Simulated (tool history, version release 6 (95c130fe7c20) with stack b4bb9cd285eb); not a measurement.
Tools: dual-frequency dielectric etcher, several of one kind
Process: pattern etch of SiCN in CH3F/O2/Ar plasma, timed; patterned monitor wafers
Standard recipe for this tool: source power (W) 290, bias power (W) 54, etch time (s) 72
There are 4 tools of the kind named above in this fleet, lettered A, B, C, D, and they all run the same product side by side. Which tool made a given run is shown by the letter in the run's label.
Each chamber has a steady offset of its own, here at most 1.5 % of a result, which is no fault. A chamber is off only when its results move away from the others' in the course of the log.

| run | day | source power (W) | bias power (W) | etch time (s) | hours since the last wet clean | hours since the last source power generator calibration | hours since the last bias power generator calibration | read-back reference wafer on the same gauge, depth_nm | mean etch depth across the wafer (angstrom) |
|---|---|---|---|---|---|---|---|---|---|
| 1B | 0.112 | 290 | 54 | 72 | 272.5 | 580.8 | 2711.3 | 19.598 | 218.09 |
| 2D | 0.217 | 290 | 54 | 72 | 566.8 | 1185.2 | 2250.9 | 19.614 | 217.04 |
| 3C | 0.325 | 290 | 54 | 72 | 320.2 | 1699.9 | 1365.4 | 19.606 | 213.45 |
| 4A | 0.429 | 290 | 54 | 72 | 303.0 | 1645.8 | 3535.2 | 19.596 | 216.82 |
| 5D | 0.621 | 290 | 54 | 72 | 576.5 | 1194.9 | 2260.6 | 19.604 | 216.40 |
|  | 0.825 | chamber C: bias power generator calibrated |
| 6C | 0.838 | 290 | 54 | 72 | 332.5 | 1712.2 | 0.3 | 19.598 | 213.67 |
| 7B | 0.992 | 290 | 54 | 72 | 293.6 | 601.9 | 2732.4 | 19.597 | 218.80 |
| 8A | 1.150 | 320 | 54 | 63 | 320.3 | 1663.1 | 3552.5 | 19.594 | 196.28 |
| 9A | 1.296 | 320 | 54 | 63 | 323.8 | 1666.6 | 3556.0 | 19.593 | 197.86 |
| 10C | 1.446 | 320 | 54 | 63 | 347.1 | 1726.8 | 14.9 | 19.604 | 194.17 |
| 11B | 1.646 | 320 | 54 | 63 | 309.3 | 617.6 | 2748.1 | 19.604 | 197.99 |
|  | 1.796 | chamber A: wet clean of the chamber |
| 12D | 1.871 | 290 | 54 | 72 | 606.5 | 1224.9 | 2290.6 | 19.605 | 217.06 |
| 13A | 2.100 | 290 | 54 | 72 | 7.3 | 1685.9 | 3575.3 | 19.601 | 216.71 |
| 14B | 2.292 | 290 | 54 | 72 | 324.8 | 633.1 | 2763.6 | 19.610 | 217.77 |
| 15C | 2.504 | 290 | 54 | 72 | 372.5 | 1752.2 | 40.3 | 19.596 | 214.72 |
|  | 2.533 | chamber D: wet clean of the chamber |
| 16D | 2.625 | 290 | 54 | 72 | 2.2 | 1243.0 | 2308.7 | 19.599 | 217.65 |
| 17C | 2.775 | 290 | 54 | 72 | 379.0 | 1758.7 | 46.8 | 19.603 | 214.41 |
| 18B | 2.921 | 290 | 54 | 72 | 339.9 | 648.2 | 2778.7 | 19.604 | 218.63 |
| 19A | 3.046 | 290 | 54 | 59 | 30.0 | 1708.6 | 3598.0 | 19.603 | 178.35 |
| 20D | 3.158 | 290 | 54 | 59 | 15.0 | 1255.8 | 2321.5 | 19.596 | 177.73 |
| 21A | 3.296 | 290 | 54 | 59 | 36.0 | 1714.6 | 3604.0 | 19.602 | 178.10 |
| 22B | 3.467 | 290 | 54 | 59 | 353.0 | 661.3 | 2791.8 | 19.605 | 178.45 |
| 23D | 3.696 | 290 | 54 | 72 | 27.9 | 1268.7 | 2334.4 | 19.586 | 216.93 |
| 24C | 3.804 | 290 | 54 | 72 | 403.7 | 1783.4 | 71.5 | 19.600 | 216.47 |
| 25A | 3.996 | 290 | 54 | 72 | 52.8 | 1731.4 | 3620.8 | 19.604 | 217.23 |
| 26B | 4.175 | 290 | 54 | 72 | 370.0 | 678.3 | 2808.8 | 19.595 | 217.72 |
| 27D | 4.333 | 350 | 54 | 63 | 43.2 | 1284.0 | 2349.7 | 19.599 | 204.42 |
| 28C | 4.504 | 350 | 54 | 63 | 420.5 | 1800.2 | 88.3 | 19.595 | 205.56 |
| 29D | 4.662 | 350 | 54 | 63 | 51.1 | 1291.9 | 2357.6 | 19.602 | 204.93 |
| 30A | 4.892 | 350 | 54 | 63 | 74.3 | 1752.9 | 3642.3 | 19.602 | 203.78 |
| 31B | 5.071 | 290 | 54 | 72 | 391.5 | 699.8 | 2830.3 | 19.590 | 218.39 |
| 32C | 5.292 | 290 | 54 | 72 | 439.4 | 1819.1 | 107.2 | 19.605 | 219.31 |

All 4 chambers run these settings next. Forecast each chamber's results:
| 33A | 5.458 | 290 | 54 | 72 |  |  |  |  | ? |
| 33B | 5.458 | 290 | 54 | 72 |  |  |  |  | ? |
| 33C | 5.458 | 290 | 54 | 72 |  |  |  |  | ? |
| 33D | 5.458 | 290 | 54 | 72 |  |  |  |  | ? |

| run | mean etch depth across the wafer (angstrom) |
|---|---|
| 33A | 217.16 |
| 33B | 217.06 |
| 33C | 219.36 |
| 33D | 216.36 |
